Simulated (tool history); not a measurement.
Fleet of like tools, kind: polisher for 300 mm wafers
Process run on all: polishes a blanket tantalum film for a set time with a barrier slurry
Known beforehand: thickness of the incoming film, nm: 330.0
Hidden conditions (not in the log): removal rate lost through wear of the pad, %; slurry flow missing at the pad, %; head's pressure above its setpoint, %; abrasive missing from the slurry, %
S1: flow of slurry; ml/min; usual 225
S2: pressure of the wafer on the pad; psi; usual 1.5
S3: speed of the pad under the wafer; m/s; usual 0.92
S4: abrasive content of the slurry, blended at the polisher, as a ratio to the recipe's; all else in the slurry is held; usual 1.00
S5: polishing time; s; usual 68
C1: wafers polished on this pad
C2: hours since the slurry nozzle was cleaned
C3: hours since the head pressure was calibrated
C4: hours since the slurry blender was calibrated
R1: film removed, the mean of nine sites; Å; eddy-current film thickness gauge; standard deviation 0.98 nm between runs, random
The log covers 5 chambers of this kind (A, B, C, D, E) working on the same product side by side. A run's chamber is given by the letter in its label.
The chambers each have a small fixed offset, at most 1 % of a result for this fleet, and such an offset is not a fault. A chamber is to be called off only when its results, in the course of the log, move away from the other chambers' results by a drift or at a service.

| run | hour | S1 | S2 | S3 | S4 | S5 | C1 | C2 | C3 | C4 | R1 |
|---|---|---|---|---|---|---|---|---|---|---|---|
|  | 2.6 | chamber A: worn pad replaced by a new one |
|  | 9.0 | chamber E: worn pad replaced by a new one |
| 1A | 12.6 | 225 | 1.5 | 0.92 | 1.00 | 68 | 111 | 231.6 | 320.7 | 222.6 | 708.88 |
|  | 12.7 | chamber D: worn pad replaced by a new one |
| 2B | 20.6 | 225 | 1.5 | 0.92 | 1.00 | 68 | 792 | 59.8 | 440.0 | 36.0 | 714.72 |
| 3C | 30.4 | 225 | 1.5 | 0.92 | 1.00 | 68 | 771 | 519.5 | 412.8 | 283.9 | 717.37 |
|  | 39.3 | chamber A: slurry blender recalibrated |
| 4E | 39.3 | 225 | 1.5 | 0.92 | 1.00 | 68 | 336 | 571.3 | 141.4 | 185.1 | 709.33 |
| 5D | 46.5 | 225 | 1.5 | 0.92 | 1.00 | 68 | 374 | 158.3 | 1079.4 | 284.3 | 700.77 |
| 6E | 53.5 | 225 | 1.5 | 0.92 | 1.00 | 68 | 493 | 585.5 | 155.6 | 199.3 | 710.79 |
| 7B | 63.8 | 225 | 1.5 | 0.92 | 1.00 | 68 | 1270 | 103.0 | 483.2 | 79.2 | 682.55 |
|  | 66.3 | chamber B: worn pad replaced by a new one |
| 8A | 73.5 | 225 | 1.5 | 0.92 | 1.00 | 68 | 785 | 292.5 | 381.6 | 34.3 | 701.94 |
|  | 73.9 | chamber D: worn pad replaced by a new one |
|  | 75.9 | chamber B: head pressure recalibrated |
| 9D | 86.1 | 225 | 1.5 | 0.92 | 1.00 | 68 | 135 | 197.9 | 1119.0 | 323.9 | 723.72 |
|  | 89.0 | chamber C: slurry nozzle cleaned |
|  | 91.7 | chamber A: worn pad replaced by a new one |
| 10C | 93.2 | 225 | 1.5 | 0.92 | 1.00 | 68 | 1466 | 4.3 | 475.6 | 346.7 | 700.82 |
| 11B | 100.4 | 225 | 1.5 | 0.80 | 1.00 | 68 | 377 | 139.6 | 24.6 | 115.8 | 619.24 |
|  | 110.1 | chamber E: worn pad replaced by a new one |
| 12D | 113.7 | 225 | 1.5 | 0.80 | 1.00 | 68 | 440 | 225.5 | 1146.6 | 351.5 | 613.41 |
|  | 121.8 | chamber E: slurry nozzle cleaned |
| 13A | 122.1 | 225 | 1.5 | 0.80 | 1.00 | 68 | 336 | 341.1 | 430.2 | 82.9 | 611.80 |
|  | 133.3 | chamber D: worn pad replaced by a new one |
| 14E | 134.6 | 225 | 1.5 | 0.80 | 1.00 | 68 | 271 | 12.9 | 236.7 | 280.4 | 614.55 |
| 15C | 141.1 | 225 | 1.5 | 0.80 | 1.00 | 68 | 1996 | 52.2 | 523.5 | 394.6 | 603.79 |
| 16D | 151.2 | 225 | 1.5 | 0.92 | 1.00 | 68 | 198 | 263.0 | 1184.1 | 389.0 | 732.85 |
|  | 154.5 | chamber A: slurry nozzle cleaned |
| 17A | 163.6 | 225 | 1.5 | 0.92 | 1.00 | 68 | 796 | 9.2 | 471.7 | 124.4 | 720.03 |
| 18C | 170.1 | 225 | 1.5 | 0.92 | 1.00 | 68 | 2317 | 81.2 | 552.5 | 423.6 | 672.78 |
|  | 174.6 | chamber C: slurry blender recalibrated |
| 19B | 176.4 | 225 | 1.5 | 1.20 | 1.25 | 68 | 1219 | 215.6 | 100.6 | 191.8 | 966.46 |
|  | 180.8 | chamber B: worn pad replaced by a new one |
| 20E | 186.1 | 225 | 1.5 | 1.20 | 1.25 | 68 | 841 | 64.4 | 288.2 | 331.9 | 971.08 |
|  | 187.6 | chamber A: worn pad replaced by a new one |
| 21B | 192.1 | 225 | 1.5 | 1.20 | 1.25 | 68 | 125 | 231.3 | 116.3 | 207.5 | 952.36 |
| 22E | 200.8 | 225 | 1.5 | 1.20 | 1.25 | 68 | 1004 | 79.1 | 302.9 | 346.6 | 982.65 |
|  | 202.5 | chamber E: worn pad replaced by a new one |
|  | 203.9 | chamber D: slurry nozzle cleaned |
|  | 207.7 | chamber D: worn pad replaced by a new one |
| 23A | 212.9 | 225 | 1.5 | 1.20 | 1.25 | 68 | 280 | 58.5 | 521.0 | 173.7 | 990.25 |
| 24D | 221.0 | 225 | 1.5 | 0.92 | 1.00 | 68 | 148 | 17.2 | 1253.9 | 458.8 | 698.79 |
| 25C | 228.3 | 225 | 1.5 | 0.92 | 1.00 | 68 | 2961 | 139.4 | 610.7 | 53.8 | 676.61 |
| 26D | 238.9 | 225 | 1.5 | 0.92 | 1.00 | 68 | 346 | 35.1 | 1271.8 | 476.7 | 709.59 |
| 27A | 251.4 | 225 | 1.5 | 0.92 | 1.00 | 68 | 706 | 97.0 | 559.5 | 212.2 | 698.09 |
| 28B | 260.7 | 225 | 1.5 | 0.92 | 1.00 | 68 | 884 | 299.9 | 184.9 | 276.1 | 688.52 |
|  | 268.2 | chamber D: slurry blender recalibrated |
| 29E | 274.5 | 225 | 1.5 | 0.92 | 1.00 | 68 | 797 | 152.8 | 376.6 | 420.3 | 707.80 |
|  | 284.3 | chamber D: worn pad replaced by a new one |
| 30C | 285.3 | 225 | 1.5 | 0.92 | 1.00 | 68 | 3592 | 196.4 | 667.7 | 110.8 | 649.32 |
| 31C | 292.9 | 225 | 1.5 | 0.92 | 1.00 | 68 | 3676 | 204.0 | 675.3 | 118.4 | 665.34 |
| 32D | 304.0 | 225 | 1.5 | 0.92 | 1.00 | 68 | 218 | 100.2 | 1336.9 | 35.8 | 713.20 |

Predict what each chamber gives when all 5 of them run the settings below next.
| 33A | 314.1 | 225 | 1.5 | 0.92 | 1.00 | 68 |  |  |  |  | ? |
| 33B | 314.1 | 225 | 1.5 | 0.92 | 1.00 | 68 |  |  |  |  | ? |
| 33C | 314.1 | 225 | 1.5 | 0.92 | 1.00 | 68 |  |  |  |  | ? |
| 33D | 314.1 | 225 | 1.5 | 0.92 | 1.00 | 68 |  |  |  |  | ? |
| 33E | 314.1 | 225 | 1.5 | 0.92 | 1.00 | 68 |  |  |  |  | ? |

| run | R1 |
|---|---|
| 33A | 717.16 |
| 33B | 694.28 |
| 33C | 646.75 |
| 33D | 718.25 |
| 33E | 697.28 |
